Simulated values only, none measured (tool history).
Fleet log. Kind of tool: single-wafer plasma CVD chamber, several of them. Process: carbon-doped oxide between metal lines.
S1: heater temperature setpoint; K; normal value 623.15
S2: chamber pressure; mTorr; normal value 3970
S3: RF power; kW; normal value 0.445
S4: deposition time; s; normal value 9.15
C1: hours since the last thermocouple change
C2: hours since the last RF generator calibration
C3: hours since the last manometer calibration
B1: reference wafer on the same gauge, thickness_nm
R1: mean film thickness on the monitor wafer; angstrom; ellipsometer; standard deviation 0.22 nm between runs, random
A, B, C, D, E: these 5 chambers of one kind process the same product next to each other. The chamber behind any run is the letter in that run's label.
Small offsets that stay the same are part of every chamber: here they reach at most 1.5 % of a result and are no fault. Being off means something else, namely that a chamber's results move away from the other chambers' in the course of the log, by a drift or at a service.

run	hour	S1	S2	S3	S4	C1	C2	C3	B1	R1
1E	12.7	623.15	3970	0.445	9.15	532.1	58.5	422.9	37.996	428.94
2D	25.3	623.15	3970	0.445	9.15	472.7	307.1	925.0	38.000	423.53
# hour 30.0: chamber C: thermocouple changed; heater temperature recalibrated
3B	37.6	623.15	3970	0.445	9.15	1984.5	149.2	634.2	38.027	427.94
4C	45.8	623.15	3970	0.445	9.15	15.9	976.7	1044.8	38.041	427.22
5A	59.1	623.15	3970	0.445	9.15	1259.2	1118.4	1739.5	37.980	418.83
6C	68.7	623.15	3970	0.445	9.15	38.8	999.6	1067.7	38.000	426.95
7A	79.2	623.15	3970	0.445	9.15	1279.3	1138.5	1759.6	38.027	422.20
# hour 85.0: chamber A: thermocouple changed; heater temperature recalibrated
8B	93.7	623.15	3970	0.445	9.15	2040.6	205.3	690.3	38.007	424.66
9E	106.7	623.15	3970	0.445	9.15	626.1	152.5	516.9	37.963	428.44
10D	120.8	623.15	3970	0.445	9.15	568.2	402.6	1020.5	37.996	427.27
11C	128.4	623.15	3970	0.445	9.15	98.5	1059.3	1127.4	38.055	427.68
# hour 137.5: chamber D: capacitance manometer re-zeroed and calibrated
12E	139.5	623.15	3970	0.445	9.15	658.9	185.3	549.7	37.960	429.08
13B	147.8	623.15	3970	0.445	9.15	2094.7	259.4	744.4	37.966	429.76
14D	157.6	630.15	3970	0.445	9.15	605.0	439.4	20.2	37.980	421.12
15A	168.8	630.15	3970	0.445	9.15	83.9	1228.1	1849.2	38.043	411.20
# hour 176.2: chamber A: RF generator calibrated
16E	183.2	630.15	3970	0.445	9.15	702.6	229.0	593.4	38.061	422.71
17B	195.9	630.15	3970	0.445	9.15	2142.8	307.5	792.5	37.979	418.78
18A	208.6	630.15	3970	0.445	9.15	123.7	32.4	1889.0	37.972	416.78
19D	220.9	623.15	3970	0.525	9.93	668.3	502.7	83.5	38.045	513.75
20C	235.9	623.15	3970	0.525	9.93	206.0	1166.8	1234.9	38.012	516.29
21B	247.1	623.15	3970	0.525	9.93	2194.0	358.7	843.7	38.000	521.45
22A	258.1	623.15	3970	0.525	9.93	173.2	81.9	1938.5	37.960	511.71
23C	273.5	623.15	3970	0.525	9.93	243.6	1204.4	1272.5	37.967	517.21
24E	282.0	623.15	3970	0.445	9.15	801.4	327.8	692.2	37.981	428.95
25D	294.7	623.15	3970	0.445	9.15	742.1	576.5	157.3	37.992	423.52
26A	307.9	623.15	3970	0.445	9.15	223.0	131.7	1988.3	37.999	423.57
27E	317.6	623.15	3970	0.445	9.15	837.0	363.4	727.8	38.047	432.83
28D	324.6	623.15	3970	0.445	9.15	772.0	606.4	187.2	37.999	425.56
29B	331.8	623.15	3970	0.445	9.15	2278.7	443.4	928.4	37.995	433.95
30C	339.9	623.15	3970	0.445	9.15	310.0	1270.8	1338.9	38.011	428.89
31B	355.0	623.15	3970	0.445	9.15	2301.9	466.6	951.6	37.962	435.39
32A	368.4	623.15	3970	0.445	9.15	283.5	192.2	2048.8	37.988	423.97
33E	376.1	623.15	3970	0.445	9.15	895.5	421.9	786.3	38.017	430.26
34D	384.2	623.15	3970	0.445	9.15	831.6	666.0	246.8	38.002	428.90
35C	391.1	623.15	3970	0.445	9.15	361.2	1322.0	1390.1	37.938	424.98
36D	398.9	623.15	3970	0.445	9.15	846.3	680.7	261.5	38.009	426.09
37E	406.4	623.15	3970	0.445	9.15	925.8	452.2	816.6	37.979	430.16

All 5 chambers run these settings next. Forecast each chamber's results:
38A	417.5	623.15	3970	0.445	9.15					?
38B	417.5	623.15	3970	0.445	9.15					?
38C	417.5	623.15	3970	0.445	9.15					?
38D	417.5	623.15	3970	0.445	9.15					?
38E	417.5	623.15	3970	0.445	9.15					?

run	R1
38A	424.12
38B	431.10
38C	426.73
38D	423.51
38E	428.70
